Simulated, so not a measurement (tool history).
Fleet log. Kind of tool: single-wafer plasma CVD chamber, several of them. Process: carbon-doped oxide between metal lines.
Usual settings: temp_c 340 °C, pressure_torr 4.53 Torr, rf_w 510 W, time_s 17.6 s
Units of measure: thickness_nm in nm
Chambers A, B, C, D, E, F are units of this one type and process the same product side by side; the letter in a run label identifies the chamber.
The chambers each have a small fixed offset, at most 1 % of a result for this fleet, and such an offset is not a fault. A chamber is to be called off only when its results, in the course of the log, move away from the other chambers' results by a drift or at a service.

run   hour  temp_c  pressure_torr  rf_w  time_s  read-back reference wafer on the same gauge, thickness_nm  thickness_nm
 1D    4.5     340           4.53   510    17.6                                                     107.07        93.350
 2B    9.9     340           4.53   510    17.6                                                     107.07        92.831
 3F   16.4     340           4.53   510    17.6                                                     107.12        93.998
 4E   22.5     340           4.53   510    17.6                                                     107.13        93.429
 5C   26.5     340           4.53   510    17.6                                                     107.07        93.107
 6A   30.4     340           4.53   510    17.6                                                     107.13        92.223
 7C   37.8     340           4.53   510    17.6                                                     107.15        93.277
 8B   41.6     340           4.53   510    17.6                                                     107.16        92.804
 9D   46.2     345           4.53   510    17.6                                                     107.08        92.419
10E   52.6     345           4.53   510    17.6                                                     107.16        92.180
11F   58.1     345           4.53   510    17.6                                                     107.14        92.640
12A   65.2     345           4.53   510    17.6                                                     107.15        90.985
13A   70.9     345           4.53   510    17.6                                                     107.09        91.195
14C   79.2     345           4.53   510    17.6                                                     107.16        92.021
15B   84.1     340           4.53   510    17.6                                                     107.08        92.811
16F   89.7     340           4.53   510    17.6                                                     107.12        94.057
17D   97.0     340           4.53   510    17.6                                                     107.09        93.323
18E  100.8     340           4.53   510    17.6                                                     107.09        93.414
19A  108.6     340           4.53   510    17.6                                                     107.13        92.549
20D  114.3     340           4.53   510    17.6                                                     107.08        93.521
21C  120.6     340           4.53   510    17.6                                                     107.05        93.385
22B  128.6     340           4.53   510    17.6                                                     107.05        92.855
23F  134.4     340           4.53   510    17.6                                                     107.09        93.661
24E  143.1     340           4.53   510    17.6                                                     107.07        93.210
25C  151.8     340           4.53   510    17.6                                                     107.10        93.281
26A  159.8     340           4.53   510    17.6                                                     107.10        92.430
27D  167.1     340           4.53   510    17.6                                                     107.13        93.508
28E  171.2     340           4.53   510    17.6                                                     107.09        93.004
29F  175.7     340           4.53   510    17.6                                                     107.09        94.546
30B  182.6     340           4.53   510    17.6                                                     107.14        92.956
31E  190.8     340           5.25   510    19.8                                                     107.07       107.190
32B  198.9     340           5.25   510    19.8                                                     107.08       106.750
33D  204.7     340           5.25   510    19.8                                                     107.13       107.240
34A  211.2     340           5.25   510    19.8                                                     107.10       105.810
35C  215.8     340           5.25   510    19.8                                                     107.07       107.220
36F  223.0     340           5.25   510    19.8                                                     107.15       107.850
37A  228.6     340           4.53   510    17.6                                                     107.11        92.460
38C  235.0     351           4.53   455    17.6                                                     107.06        84.353
39D  242.8     351           4.53   455    17.6                                                     107.12        84.387
40F  250.4     351           4.53   455    17.6                                                     107.05        84.743
41E  255.6     351           4.53   455    17.6                                                     107.06        83.843
42B  262.6     351           4.53   455    17.6                                                     107.11        83.491

The same settings go to every chamber for the next run, one line per chamber below. Forecast the results for each:
43A  269.0     340           4.53   510    17.6                                                                        ?
43B  269.0     340           4.53   510    17.6                                                                        ?
43C  269.0     340           4.53   510    17.6                                                                        ?
43D  269.0     340           4.53   510    17.6                                                                        ?
43E  269.0     340           4.53   510    17.6                                                                        ?
43F  269.0     340           4.53   510    17.6                                                                        ?

run  thickness_nm
43A        92.362
43B        92.684
43C        93.271
43D        93.288
43E        93.519
43F        94.140
